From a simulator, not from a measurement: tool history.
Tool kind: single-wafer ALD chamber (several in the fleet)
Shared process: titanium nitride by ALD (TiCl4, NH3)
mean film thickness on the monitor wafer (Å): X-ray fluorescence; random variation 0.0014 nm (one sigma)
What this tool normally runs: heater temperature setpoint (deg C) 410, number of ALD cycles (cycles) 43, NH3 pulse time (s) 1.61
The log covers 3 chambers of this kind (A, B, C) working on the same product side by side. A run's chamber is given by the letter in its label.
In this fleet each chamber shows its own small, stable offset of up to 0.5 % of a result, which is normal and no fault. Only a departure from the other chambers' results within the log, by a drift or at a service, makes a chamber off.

| run | hour | heater temperature setpoint (deg C) | number of ALD cycles (cycles) | NH3 pulse time (s) | read-back reference wafer on the same gauge, thickness_nm | mean film thickness on the monitor wafer (Å) |
|---|---|---|---|---|---|---|
| 1A | 3.6 | 410 | 43 | 1.61 | 0.93705 | 9.4461 |
| 2C | 7 | 410 | 43 | 1.61 | 0.93642 | 9.4579 |
| 3B | 9.8 | 410 | 43 | 1.61 | 0.9363 | 9.5015 |
| 4C | 12.7 | 410 | 43 | 1.61 | 0.9362 | 9.4598 |
| 5A | 14.8 | 410 | 43 | 1.61 | 0.9361 | 9.4004 |
| 6B | 19.2 | 410 | 43 | 1.61 | 0.93594 | 9.4715 |
| 7C | 23.8 | 410 | 43 | 1.61 | 0.93547 | 9.4588 |
| 8B | 26 | 410 | 43 | 1.61 | 0.93511 | 9.468 |
| 9A | 28.6 | 410 | 43 | 1.61 | 0.93532 | 9.4097 |
| 10C | 31.4 | 410 | 43 | 1.61 | 0.93526 | 9.4521 |
| 11B | 36.3 | 410 | 43 | 1.61 | 0.93499 | 9.45 |
| 12A | 39.9 | 410 | 43 | 1.61 | 0.93461 | 9.4116 |
| 13C | 43.2 | 410 | 43 | 1.61 | 0.93451 | 9.4201 |
| 14B | 45.7 | 410 | 43 | 1.61 | 0.93433 | 9.4718 |
| 15A | 47.9 | 410 | 43 | 1.61 | 0.93457 | 9.3853 |
| 16C | 52.8 | 402 | 43 | 1.61 | 0.93383 | 9.4002 |
| 17A | 56.8 | 402 | 43 | 1.61 | 0.93367 | 9.3527 |
| 18B | 59.5 | 402 | 43 | 1.61 | 0.93323 | 9.3856 |
| 19A | 61.8 | 410 | 43 | 1.61 | 0.93288 | 9.3804 |
| 20C | 64.2 | 410 | 43 | 1.61 | 0.93342 | 9.4189 |
| 21B | 67.2 | 403 | 43 | 1.61 | 0.93316 | 9.3969 |
| 22A | 69.5 | 403 | 43 | 1.61 | 0.93254 | 9.3472 |
| 23C | 72 | 403 | 43 | 1.61 | 0.93258 | 9.3879 |
| 24B | 76.1 | 410 | 43 | 1.61 | 0.93234 | 9.4281 |
| 25B | 80.8 | 410 | 43 | 1.61 | 0.93214 | 9.4131 |
| 26C | 83.2 | 410 | 43 | 1.61 | 0.93202 | 9.4084 |
| 27A | 86.4 | 410 | 50 | 0.99 | 0.93186 | 10.67 |
| 28B | 90 | 410 | 50 | 0.99 | 0.93206 | 10.719 |

Predict what each chamber gives when all 3 of them run the settings below next.
| 29A | 93.5 | 410 | 51 | 1.61 |  | ? |
| 29B | 93.5 | 410 | 51 | 1.61 |  | ? |
| 29C | 93.5 | 410 | 51 | 1.61 |  | ? |

| run | mean film thickness on the monitor wafer (Å) |
|---|---|
| 29A | 11.101 |
| 29B | 11.193 |
| 29C | 11.162 |
